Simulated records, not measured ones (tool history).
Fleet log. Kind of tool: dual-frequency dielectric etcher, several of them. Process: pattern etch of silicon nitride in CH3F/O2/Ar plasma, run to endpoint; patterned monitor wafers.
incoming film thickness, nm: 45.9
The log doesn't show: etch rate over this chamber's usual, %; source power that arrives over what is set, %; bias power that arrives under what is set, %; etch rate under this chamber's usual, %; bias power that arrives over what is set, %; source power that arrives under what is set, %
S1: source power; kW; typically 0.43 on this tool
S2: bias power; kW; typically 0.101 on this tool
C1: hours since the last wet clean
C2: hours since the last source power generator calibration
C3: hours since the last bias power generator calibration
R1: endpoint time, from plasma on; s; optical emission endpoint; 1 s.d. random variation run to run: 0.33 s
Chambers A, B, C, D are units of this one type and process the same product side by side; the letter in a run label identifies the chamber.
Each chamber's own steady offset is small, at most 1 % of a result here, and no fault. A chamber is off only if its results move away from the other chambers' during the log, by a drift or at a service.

Run 1C, hour 4.7: usual settings; C1 68.5; C2 773.5; C3 757.7. Result: R1 57.894 s.
Run 2D, hour 13: usual settings; C1 204.9; C2 1692.5; C3 2338. Result: R1 56.888 s.
Run 3A, hour 20.4: usual settings; C1 221.8; C2 306.3; C3 4340.4. Result: R1 57.622 s.
Run 4B, hour 28.3: usual settings; C1 362.5; C2 2485.7; C3 1353.7. Result: R1 57.156 s.
Run 5D, hour 35: usual settings; C1 226.9; C2 1714.5; C3 2360. Result: R1 57.32 s.
Run 6B, hour 39.7: usual settings; C1 373.9; C2 2497.1; C3 1365.1. Result: R1 57.675 s.
Run 7C, hour 47.9: usual settings; C1 111.7; C2 816.7; C3 800.9. Result: R1 57.495 s.
Run 8A, hour 56.6: usual settings; C1 258; C2 342.5; C3 4376.6. Result: R1 56.956 s.
Run 9B, hour 63.1: usual settings; C1 397.3; C2 2520.5; C3 1388.5. Result: R1 57.054 s.
Run 10C, hour 70.5: usual settings; C1 134.3; C2 839.3; C3 823.5. Result: R1 56.947 s.
Run 11A, hour 78.5: usual settings; C1 279.9; C2 364.4; C3 4398.5. Result: R1 57.734 s.
Run 12D, hour 88.3: usual settings; C1 280.2; C2 1767.8; C3 2413.3. Result: R1 57.222 s.
Run 13A, hour 93.3: usual settings; C1 294.7; C2 379.2; C3 4413.3. Result: R1 57.642 s.
Run 14C, hour 103.4: usual settings; C1 167.2; C2 872.2; C3 856.4. Result: R1 57.553 s.
Run 15B, hour 110.3: usual settings but S1 0.37 kW, S2 0.109 kW; C1 444.5; C2 2567.7; C3 1435.7. Result: R1 60.05 s.
Run 16D, hour 116.6: usual settings but S1 0.37 kW, S2 0.109 kW; C1 308.5; C2 1796.1; C3 2441.6. Result: R1 58.667 s.
Run 17D, hour 124.2: usual settings but S1 0.37 kW, S2 0.109 kW; C1 316.1; C2 1803.7; C3 2449.2. Result: R1 58.181 s.
Run 18B, hour 133.6: usual settings but S1 0.37 kW, S2 0.109 kW; C1 467.8; C2 2591; C3 1459. Result: R1 61.487 s.
Run 19A, hour 139.1: usual settings; C1 340.5; C2 425; C3 4459.1. Result: R1 57.43 s.
Run 20C, hour 149.5: usual settings; C1 213.3; C2 918.3; C3 902.5. Result: R1 57.137 s.
At hour 155.4: chamber A: wet clean of the chamber.
Run 21D, hour 157.7: usual settings; C1 349.6; C2 1837.2; C3 2482.7. Result: R1 56.676 s.
Run 22B, hour 165.6: usual settings; C1 499.8; C2 2623; C3 1491. Result: R1 60.388 s.
Run 23A, hour 170.8: usual settings; C1 15.5; C2 456.7; C3 4490.8. Result: R1 57.799 s.
Run 24C, hour 176.9: usual settings; C1 240.7; C2 945.7; C3 929.9. Result: R1 58.058 s.

Is one chamber off against the others, does the gauge drift, or is nothing wrong? If a chamber is off, say which, and what the likeliest cause is.

It is chamber B that slowly wanders off from its peers.
What lies behind it: etch rate under this chamber's usual, % = 5.59.

Which of the 4 candidates below, each the usual settings with something changed and its results left as question marks, puts chamber B back in line with what the other chambers give on the usual settings?
Allowed miss from the other chambers' usual-settings mean, per result, to count as in line: R1 1.2 s
Run 25B-1, hour 184.4: usual settings but S1 0.37 kW, S2 0.089 kW. Result: R1 ?.
Run 25B-2, hour 184.4: usual settings but S2 0.131 kW. Result: R1 ?.
Run 25B-3, hour 184.4: usual settings but S1 0.36 kW. Result: R1 ?.
Run 25B-4, hour 184.4: usual settings but S2 0.118 kW. Result: R1 ?.

Average result of the remaining chambers running the usual settings: R1 57.314 s
  run      R1
25B-1  67.422
25B-2  55.308
25B-3  65.098
25B-4  57.512
With 25B-4, the chamber falls back in line with the rest.
